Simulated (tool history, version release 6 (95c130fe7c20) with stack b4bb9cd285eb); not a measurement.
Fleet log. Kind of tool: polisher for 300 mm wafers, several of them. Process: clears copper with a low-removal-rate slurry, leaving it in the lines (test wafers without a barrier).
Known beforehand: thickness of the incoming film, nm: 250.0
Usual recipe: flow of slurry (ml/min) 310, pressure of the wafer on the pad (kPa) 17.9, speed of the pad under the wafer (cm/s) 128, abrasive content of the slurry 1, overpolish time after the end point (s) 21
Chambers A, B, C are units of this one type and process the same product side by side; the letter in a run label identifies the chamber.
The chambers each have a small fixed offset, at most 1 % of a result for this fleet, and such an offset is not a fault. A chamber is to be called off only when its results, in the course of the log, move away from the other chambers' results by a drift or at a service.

| run | hour | flow of slurry (ml/min) | pressure of the wafer on the pad (kPa) | speed of the pad under the wafer (cm/s) | abrasive content of the slurry | overpolish time after the end point (s) | wafers polished on this pad | hours since the slurry nozzle was cleaned | hours since the head pressure was calibrated | hours since the slurry blender was calibrated | time until the end point was called (s) | dishing of a wide line in a test structure (angstrom) |
|---|---|---|---|---|---|---|---|---|---|---|---|---|
|  | 5.6 | chamber A: slurry blender recalibrated |
| 1B | 5.9 | 310 | 17.9 | 128 | 1 | 21 | 147 | 20.1 | 141.5 | 73 | 76.397 | 432.33 |
| 2C | 11.2 | 310 | 17.9 | 128 | 1 | 21 | 440 | 478.8 | 247.2 | 387.8 | 84.378 | 440.24 |
| 3A | 16.2 | 310 | 17.9 | 128 | 1 | 21 | 228 | 48.1 | 342.1 | 10.6 | 81.072 | 442.99 |
|  | 25.3 | chamber C: worn pad replaced by a new one |
| 4B | 27 | 310 | 17.9 | 128 | 1 | 21 | 351 | 41.2 | 162.6 | 94.1 | 79.46 | 444.42 |
| 5A | 33.3 | 310 | 17.9 | 128 | 1 | 21 | 393 | 65.2 | 359.2 | 27.7 | 78.805 | 451.54 |
| 6C | 43.8 | 310 | 17.9 | 128 | 1 | 21 | 178 | 511.4 | 279.8 | 420.4 | 79.865 | 445.42 |
| 7B | 54.1 | 310 | 17.9 | 128 | 1 | 21 | 612 | 68.3 | 189.7 | 121.2 | 78.014 | 425.15 |
|  | 61.4 | chamber A: worn pad replaced by a new one |
|  | 63.8 | chamber C: slurry nozzle cleaned |
| 8C | 64.2 | 310 | 17.9 | 128 | 1 | 21 | 375 | 0.5 | 300.2 | 440.8 | 80.648 | 429.64 |
|  | 69.2 | chamber B: worn pad replaced by a new one |
|  | 69.2 | chamber C: slurry blender recalibrated |
| 9A | 70 | 310 | 17.9 | 128 | 1 | 21 | 83 | 101.9 | 395.9 | 64.4 | 82.291 | 429.64 |
| 10B | 75.2 | 310 | 17.9 | 128 | 1 | 21 | 57 | 89.4 | 210.8 | 142.3 | 79.289 | 437.43 |
| 11A | 82.7 | 310 | 17.9 | 110 | 0.8 | 21 | 205 | 114.6 | 408.6 | 77.1 | 99.463 | 355.42 |
|  | 86.2 | chamber C: worn pad replaced by a new one |
| 12C | 88.4 | 310 | 17.9 | 110 | 0.8 | 21 | 21 | 24.7 | 324.4 | 19.3 | 98.694 | 383.32 |
| 13C | 94.5 | 310 | 17.9 | 110 | 0.8 | 21 | 80 | 30.8 | 330.5 | 25.4 | 99.583 | 369.28 |
| 14A | 104.5 | 310 | 17.9 | 128 | 1 | 21 | 415 | 136.4 | 430.4 | 98.9 | 79.39 | 421.24 |
| 15B | 110.6 | 310 | 17.9 | 128 | 1 | 21 | 399 | 124.8 | 246.2 | 177.7 | 78.023 | 434.88 |
| 16A | 120.9 | 310 | 17.9 | 128 | 1 | 21 | 574 | 152.8 | 446.8 | 115.3 | 81.51 | 431.9 |
|  | 125.9 | chamber A: head pressure recalibrated |
| 17C | 128.3 | 310 | 17.9 | 128 | 1.25 | 21 | 406 | 64.6 | 364.3 | 59.2 | 76.277 | 447.75 |
| 18B | 135 | 310 | 17.9 | 128 | 1.25 | 21 | 634 | 149.2 | 270.6 | 202.1 | 75.398 | 473.62 |
|  | 135.1 | chamber A: worn pad replaced by a new one |
|  | 135.2 | chamber B: worn pad replaced by a new one |
| 19A | 141.2 | 310 | 17.9 | 128 | 1.25 | 21 | 59 | 173.1 | 15.3 | 135.6 | 77.628 | 457.87 |
|  | 145.4 | chamber C: worn pad replaced by a new one |
| 20B | 150.9 | 310 | 17.9 | 128 | 1 | 21 | 151 | 165.1 | 286.5 | 218 | 79.991 | 435.15 |
| 21C | 157.5 | 310 | 17.9 | 128 | 1 | 21 | 116 | 93.8 | 393.5 | 88.4 | 79.658 | 436.51 |
| 22C | 167.5 | 310 | 17.9 | 128 | 1 | 21 | 213 | 103.8 | 403.5 | 98.4 | 82.527 | 426.5 |
| 23B | 176.9 | 310 | 15.9 | 128 | 1 | 21 | 402 | 191.1 | 312.5 | 244 | 91.348 | 380.42 |
|  | 180.9 | chamber B: slurry blender recalibrated |
| 24A | 187.6 | 310 | 15.9 | 128 | 1 | 21 | 506 | 219.5 | 61.7 | 182 | 93.025 | 403.81 |
|  | 198.2 | chamber A: worn pad replaced by a new one |
| 25C | 198.8 | 310 | 15.9 | 128 | 1 | 21 | 514 | 135.1 | 434.8 | 129.7 | 92.442 | 372.76 |
|  | 205.8 | chamber C: worn pad replaced by a new one |
| 26B | 205.8 | 310 | 17.9 | 128 | 1.15 | 30 | 680 | 220 | 341.4 | 24.9 | 80.329 | 566.76 |
|  | 210.2 | chamber A: slurry nozzle cleaned |
| 27A | 211.6 | 310 | 17.9 | 128 | 1.15 | 30 | 129 | 1.4 | 85.7 | 206 | 79.084 | 617.47 |
|  | 218.3 | chamber B: worn pad replaced by a new one |
| 28B | 221.6 | 310 | 17.9 | 128 | 1.15 | 30 | 31 | 235.8 | 357.2 | 40.7 | 77.025 | 600.14 |
| 29C | 231.2 | 310 | 17.9 | 128 | 1 | 21 | 244 | 167.5 | 467.2 | 162.1 | 80.275 | 428.44 |
| 30A | 237.3 | 310 | 17.9 | 128 | 1 | 21 | 377 | 27.1 | 111.4 | 231.7 | 79.989 | 439.29 |
| 31C | 244.5 | 310 | 17.9 | 128 | 1 | 21 | 373 | 180.8 | 480.5 | 175.4 | 80.738 | 429.65 |
| 32A | 252.7 | 310 | 17.9 | 128 | 1 | 21 | 526 | 42.5 | 126.8 | 247.1 | 80.55 | 443.28 |
| 33B | 259.8 | 310 | 17.9 | 128 | 1 | 21 | 400 | 274 | 395.4 | 78.9 | 79.898 | 416.23 |
|  | 270.9 | chamber A: worn pad replaced by a new one |
| 34A | 271.1 | 310 | 17.9 | 128 | 1 | 21 | 2 | 60.9 | 145.2 | 265.5 | 82.309 | 423.4 |
|  | 272.4 | chamber C: worn pad replaced by a new one |
|  | 278.7 | chamber A: slurry blender recalibrated |
| 35B | 281.5 | 310 | 17.9 | 128 | 1 | 21 | 609 | 295.7 | 417.1 | 100.6 | 80.839 | 421.19 |
| 36C | 288.6 | 310 | 17.9 | 128 | 1 | 21 | 156 | 224.9 | 524.6 | 219.5 | 80.952 | 448.7 |
| 37A | 298.4 | 310 | 17.9 | 128 | 1 | 21 | 265 | 88.2 | 172.5 | 19.7 | 82.324 | 425.28 |
|  | 301.8 | chamber B: worn pad replaced by a new one |
| 38B | 303.5 | 310 | 20.7 | 128 | 1 | 21 | 16 | 317.7 | 439.1 | 122.6 | 70.409 | 521.57 |
| 39C | 314.4 | 310 | 20.7 | 128 | 1 | 21 | 404 | 250.7 | 550.4 | 245.3 | 67.576 | 513.98 |
| 40A | 320.5 | 310 | 20.7 | 128 | 1 | 21 | 478 | 110.3 | 194.6 | 41.8 | 69.988 | 483.39 |
| 41B | 325.5 | 310 | 17.9 | 128 | 1 | 21 | 228 | 339.7 | 461.1 | 144.6 | 81.377 | 425.9 |
|  | 334.5 | chamber C: worn pad replaced by a new one |
| 42C | 334.9 | 310 | 17.9 | 128 | 1 | 21 | 3 | 271.2 | 570.9 | 265.8 | 81.178 | 452.04 |
| 43C | 341 | 310 | 17.9 | 128 | 1 | 21 | 62 | 277.3 | 577 | 271.9 | 82.389 | 459.08 |

Decide between three cases: one chamber stands off from its peers, the gauge reading all wafers drifts, or nothing is wrong past each chamber's small offset. Where a chamber is off, say which and what most likely put it there.

The fleet is healthy, with each chamber sitting at its usual small offset and no drift in the gauge.
